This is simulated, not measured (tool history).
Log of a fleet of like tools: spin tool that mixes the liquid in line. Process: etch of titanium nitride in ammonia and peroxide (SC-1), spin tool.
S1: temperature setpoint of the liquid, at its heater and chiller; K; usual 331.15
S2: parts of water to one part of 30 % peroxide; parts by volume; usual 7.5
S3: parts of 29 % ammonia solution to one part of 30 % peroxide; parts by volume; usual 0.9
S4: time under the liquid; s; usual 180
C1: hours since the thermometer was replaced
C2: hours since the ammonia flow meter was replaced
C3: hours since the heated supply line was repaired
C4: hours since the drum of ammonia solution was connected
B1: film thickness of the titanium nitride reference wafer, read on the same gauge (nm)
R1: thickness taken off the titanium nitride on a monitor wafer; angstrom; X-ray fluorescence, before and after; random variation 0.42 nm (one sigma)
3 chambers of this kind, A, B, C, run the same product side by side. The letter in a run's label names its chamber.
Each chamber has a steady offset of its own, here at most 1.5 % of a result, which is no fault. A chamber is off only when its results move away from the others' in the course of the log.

Run 1C, hour 9.6: usual settings; C1 2058.1; C2 160.6; C3 2448.4; C4 624.0; B1 60.012. Result: R1 433.88 angstrom.
Run 2B, hour 22.9: usual settings; C1 690.1; C2 1322.3; C3 1120.9; C4 993.4; B1 60.012. Result: R1 439.49 angstrom.
Run 3A, hour 35.6: usual settings; C1 1106.9; C2 835.0; C3 601.3; C4 302.4; B1 59.995. Result: R1 449.70 angstrom.
At hour 39.2: chamber A: new drum of ammonia solution connected.
Run 4A, hour 49.7: usual settings; C1 1121.0; C2 849.1; C3 615.4; C4 10.5; B1 60.012. Result: R1 448.63 angstrom.
At hour 60.4: chamber B: new drum of ammonia solution connected.
Run 5B, hour 61.8: usual settings but S1 326.65 K; C1 729.0; C2 1361.2; C3 1159.8; C4 1.5; B1 60.007. Result: R1 329.41 angstrom.
Run 6C, hour 70.6: usual settings but S1 326.65 K; C1 2119.1; C2 221.6; C3 2509.4; C4 685.0; B1 60.012. Result: R1 323.34 angstrom.
Run 7A, hour 83.0: usual settings but S1 326.65 K; C1 1154.3; C2 882.4; C3 648.7; C4 43.8; B1 59.989. Result: R1 335.56 angstrom.
Run 8C, hour 96.7: usual settings; C1 2145.2; C2 247.7; C3 2535.5; C4 711.1; B1 60.017. Result: R1 442.00 angstrom.
Run 9B, hour 112.4: usual settings; C1 779.6; C2 1411.8; C3 1210.4; C4 52.1; B1 60.014. Result: R1 451.22 angstrom.
Run 10B, hour 125.5: usual settings; C1 792.7; C2 1424.9; C3 1223.5; C4 65.2; B1 60.002. Result: R1 440.72 angstrom.
At hour 129.3: chamber A: heated supply line repaired.
Run 11A, hour 140.9: usual settings; C1 1212.2; C2 940.3; C3 11.6; C4 101.7; B1 59.983. Result: R1 457.01 angstrom.
At hour 145.0: chamber C: heated supply line repaired.
Run 12C, hour 153.6: usual settings; C1 2202.1; C2 304.6; C3 8.7; C4 768.0; B1 60.000. Result: R1 437.21 angstrom.
Run 13B, hour 167.9: usual settings; C1 835.1; C2 1467.3; C3 1265.9; C4 107.6; B1 59.988. Result: R1 437.39 angstrom.
Run 14C, hour 183.1: usual settings; C1 2231.6; C2 334.1; C3 38.2; C4 797.5; B1 59.997. Result: R1 447.15 angstrom.
At hour 190.4: chamber C: new drum of ammonia solution connected.
Run 15A, hour 197.4: usual settings; C1 1268.7; C2 996.8; C3 68.1; C4 158.2; B1 60.016. Result: R1 456.63 angstrom.
Run 16C, hour 210.9: usual settings; C1 2259.4; C2 361.9; C3 66.0; C4 20.6; B1 60.005. Result: R1 442.97 angstrom.
Run 17B, hour 225.7: usual settings but S2 5.5 parts by volume, S4 245 s; C1 892.9; C2 1525.1; C3 1323.7; C4 165.4; B1 60.006. Result: R1 701.26 angstrom.
Run 18A, hour 238.5: usual settings but S2 5.5 parts by volume, S4 245 s; C1 1309.8; C2 1037.9; C3 109.2; C4 199.3; B1 60.006. Result: R1 713.54 angstrom.
At hour 248.1: chamber C: ammonia flow meter replaced.
Run 19C, hour 252.6: usual settings but S2 5.5 parts by volume, S4 245 s; C1 2301.1; C2 4.5; C3 107.7; C4 62.3; B1 59.986. Result: R1 692.93 angstrom.
Run 20A, hour 260.4: usual settings; C1 1331.7; C2 1059.8; C3 131.1; C4 221.2; B1 60.003. Result: R1 460.07 angstrom.
Run 21B, hour 271.6: usual settings; C1 938.8; C2 1571.0; C3 1369.6; C4 211.3; B1 60.000. Result: R1 446.20 angstrom.
Run 22B, hour 284.1: usual settings; C1 951.3; C2 1583.5; C3 1382.1; C4 223.8; B1 59.978. Result: R1 441.09 angstrom.
Run 23C, hour 291.0: usual settings; C1 2339.5; C2 42.9; C3 146.1; C4 100.7; B1 59.993. Result: R1 434.08 angstrom.
Run 24A, hour 305.0: usual settings but S1 337.15 K, S4 105 s; C1 1376.3; C2 1104.4; C3 175.7; C4 265.8; B1 59.999. Result: R1 400.70 angstrom.
Run 25C, hour 314.9: usual settings but S1 337.15 K, S4 105 s; C1 2363.4; C2 66.8; C3 170.0; C4 124.6; B1 60.018. Result: R1 380.73 angstrom.
Run 26B, hour 325.0: usual settings but S1 337.15 K, S4 105 s; C1 992.2; C2 1624.4; C3 1423.0; C4 264.7; B1 60.006. Result: R1 379.60 angstrom.
Run 27A, hour 336.8: usual settings; C1 1408.1; C2 1136.2; C3 207.5; C4 297.6; B1 60.011. Result: R1 468.75 angstrom.
Run 28A, hour 352.4: usual settings but S2 8.5 parts by volume; C1 1423.7; C2 1151.8; C3 223.1; C4 313.2; B1 60.004. Result: R1 446.17 angstrom.
Run 29C, hour 367.6: usual settings but S2 8.5 parts by volume; C1 2416.1; C2 119.5; C3 222.7; C4 177.3; B1 59.995. Result: R1 404.48 angstrom.
Run 30B, hour 374.6: usual settings but S2 8.5 parts by volume; C1 1041.8; C2 1674.0; C3 1472.6; C4 314.3; B1 59.999. Result: R1 418.16 angstrom.
At hour 382.8: chamber C: thermometer replaced.
Run 31C, hour 388.1: usual settings; C1 5.4; C2 140.0; C3 243.2; C4 197.8; B1 60.013. Result: R1 432.21 angstrom.

Is one chamber off against the others, does the gauge drift, or is nothing wrong? If a chamber is off, say which, and what the likeliest cause is.

Chamber A drifts away from the others.
Cause: liquid hotter than its thermometer reads (K) = 0.955.

Here are 4 candidates for chamber A's next run, each the usual settings with a change, their results left as question marks. Which one brings its results back in line with what the others give on the usual settings?
In line means no further than this from the other chambers' mean on the usual settings: R1 15.00 angstrom
Run 32A-1, hour 399.5: usual settings but S2 6.5 parts by volume, S3 0.95 parts by volume. Result: R1 ?.
Run 32A-2, hour 399.5: usual settings but S1 330.15 K, S4 170 s. Result: R1 ?.
Run 32A-3, hour 399.5: usual settings but S2 7.0 parts by volume, S4 200 s. Result: R1 ?.
Run 32A-4, hour 399.5: usual settings but S1 330.65 K, S4 175 s. Result: R1 ?.

The other chambers' mean on the usual settings: R1 440.51 angstrom
  run      R1
32A-1  509.25
32A-2  418.06
32A-3  542.80
32A-4  444.86
32A-4 brings the chamber back in line.
